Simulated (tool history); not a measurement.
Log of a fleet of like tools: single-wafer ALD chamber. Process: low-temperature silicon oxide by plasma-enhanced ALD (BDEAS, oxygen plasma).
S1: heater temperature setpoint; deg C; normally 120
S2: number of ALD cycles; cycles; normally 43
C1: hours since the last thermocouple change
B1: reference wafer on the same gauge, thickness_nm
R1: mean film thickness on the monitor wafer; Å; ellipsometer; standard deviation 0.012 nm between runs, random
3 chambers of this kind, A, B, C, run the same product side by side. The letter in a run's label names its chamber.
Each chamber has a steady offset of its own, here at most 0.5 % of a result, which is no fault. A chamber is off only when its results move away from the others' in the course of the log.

Run 1B, day 0.288: usual settings; C1 1211.4; B1 5.5714. Result: R1 59.093 Å.
Run 2A, day 0.658: usual settings; C1 486.8; B1 5.5692. Result: R1 59.154 Å.
Run 3C, day 0.946: usual settings; C1 476.6; B1 5.568. Result: R1 59.345 Å.
Run 4B, day 1.2: usual settings; C1 1233.3; B1 5.57. Result: R1 59.184 Å.
Run 5A, day 1.592: usual settings; C1 509.2; B1 5.5684. Result: R1 59.393 Å.
Run 6C, day 1.788: usual settings; C1 496.8; B1 5.5672. Result: R1 59.435 Å.
Run 7B, day 2.096: usual settings; C1 1254.8; B1 5.5704. Result: R1 59.036 Å.
Run 8A, day 2.504: usual settings; C1 531.1; B1 5.5698. Result: R1 59.059 Å.
Run 9C, day 2.8: usual settings; C1 521.1; B1 5.5714. Result: R1 59.507 Å.
Run 10B, day 3.046: usual settings; C1 1277.6; B1 5.5691. Result: R1 59.222 Å.
Run 11C, day 3.308: usual settings; C1 533.3; B1 5.5699. Result: R1 59.822 Å.
Run 12A, day 3.692: usual settings but S1 134 deg C, S2 49 cycles; C1 559.6; B1 5.566. Result: R1 65.417 Å.
Run 13C, day 4.017: usual settings but S1 134 deg C, S2 49 cycles; C1 550.3; B1 5.5732. Result: R1 66.193 Å.
Run 14A, day 4.354: usual settings but S1 134 deg C, S2 49 cycles; C1 575.5; B1 5.5728. Result: R1 65.672 Å.
At day 4.5: chamber B: thermocouple changed; heater temperature recalibrated.
Run 15B, day 4.729: usual settings; C1 5.6; B1 5.5707. Result: R1 59.037 Å.
Run 16C, day 5.029: usual settings; C1 574.6; B1 5.5694. Result: R1 59.425 Å.
Run 17A, day 5.379: usual settings; C1 600.1; B1 5.5716. Result: R1 58.889 Å.
Run 18B, day 5.704: usual settings; C1 29; B1 5.5698. Result: R1 59.33 Å.
Run 19C, day 5.942: usual settings; C1 596.5; B1 5.5694. Result: R1 59.585 Å.
Run 20A, day 6.325: usual settings; C1 622.8; B1 5.5717. Result: R1 59.306 Å.
Run 21B, day 6.746: usual settings; C1 54; B1 5.5739. Result: R1 59.252 Å.
Run 22C, day 7.138: usual settings; C1 625.2; B1 5.5663. Result: R1 59.728 Å.
Run 23B, day 7.504: usual settings; C1 72.2; B1 5.5715. Result: R1 59.375 Å.
Run 24A, day 7.692: usual settings; C1 655.6; B1 5.5684. Result: R1 59.216 Å.
Run 25C, day 7.888: usual settings; C1 643.2; B1 5.5723. Result: R1 59.457 Å.
Run 26A, day 8.188: usual settings; C1 667.5; B1 5.5674. Result: R1 59.334 Å.
Run 27B, day 8.496: usual settings; C1 96; B1 5.5686. Result: R1 59.094 Å.
Run 28A, day 8.758: usual settings; C1 681.2; B1 5.569. Result: R1 59.106 Å.
Run 29B, day 8.958: usual settings but S1 112 deg C; C1 107.1; B1 5.5675. Result: R1 60.006 Å.
Run 30C, day 9.262: usual settings but S1 112 deg C; C1 676.2; B1 5.5719. Result: R1 60.49 Å.
Run 31A, day 9.488: usual settings but S1 112 deg C; C1 698.7; B1 5.5698. Result: R1 59.972 Å.

All chambers now run identical settings, listed one chamber a line with results as question marks. What results will each chamber show?
Run 32A, day 9.796: usual settings but S1 107 deg C. Result: R1 ?.
Run 32B, day 9.796: usual settings but S1 107 deg C. Result: R1 ?.
Run 32C, day 9.796: usual settings but S1 107 deg C. Result: R1 ?.

run      R1
32A  60.498
32B  60.609
32C  60.799
